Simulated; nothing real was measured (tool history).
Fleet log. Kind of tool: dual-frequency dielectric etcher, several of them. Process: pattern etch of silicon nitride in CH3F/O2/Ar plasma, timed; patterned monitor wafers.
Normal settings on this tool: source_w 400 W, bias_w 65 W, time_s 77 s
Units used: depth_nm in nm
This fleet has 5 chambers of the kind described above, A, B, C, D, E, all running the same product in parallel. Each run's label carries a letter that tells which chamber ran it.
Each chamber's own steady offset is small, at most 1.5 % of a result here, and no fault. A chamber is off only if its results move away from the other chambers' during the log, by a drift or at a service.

run	day	source_w	bias_w	time_s	read-back reference wafer on the same gauge, depth_nm	depth_nm
1B	0.208	400	65	77	41.988	51.717
2A	0.417	400	65	77	41.964	52.917
3D	0.625	400	65	77	42.021	51.683
4E	0.783	400	65	77	42.005	52.086
5C	0.962	400	65	77	42.009	52.387
6E	1.217	400	65	77	41.99	52.292
7D	1.446	400	65	77	41.972	51.693
8A	1.638	320	65	60.5	41.966	38.145
9C	1.804	320	65	60.5	41.978	37.835
10B	1.942	320	65	60.5	42.012	37.159
# day 2: chamber E: bias power generator calibrated
11E	2.154	320	65	60.5	42.014	37.637
12D	2.329	320	65	60.5	42.027	37.576
13B	2.496	310	70	77	41.982	47.759
14A	2.625	310	70	77	41.975	49.226
15C	2.829	310	70	77	41.997	49.045
16B	3.071	310	70	77	41.999	47.932
17E	3.279	310	70	77	42.004	48.735
18A	3.525	500	65	96.5	41.976	72.181
19C	3.692	500	65	96.5	42.001	71.885
20D	3.842	500	65	96.5	42.004	70.838
21B	3.983	500	65	96.5	42.008	69.977
22A	4.238	500	65	96.5	42.03	71.772
23D	4.375	400	65	77	41.993	51.606
24E	4.579	400	65	77	41.999	52.089
25C	4.842	400	72	77	42.01	55.638
26D	5.058	400	72	77	42	53.796
27A	5.267	400	72	77	42.021	54.721
28C	5.508	400	72	77	42.007	56.002
29E	5.758	400	72	77	41.992	53.869
30B	5.992	400	65	77	42.008	51.415

Predict what each chamber gives when all 5 of them run the settings below next.
31A	6.183	400	65	77		?
31B	6.183	400	65	77		?
31C	6.183	400	65	77		?
31D	6.183	400	65	77		?
31E	6.183	400	65	77		?

run	depth_nm
31A	52.82
31B	51.518
31C	53.983
31D	51.718
31E	52.113
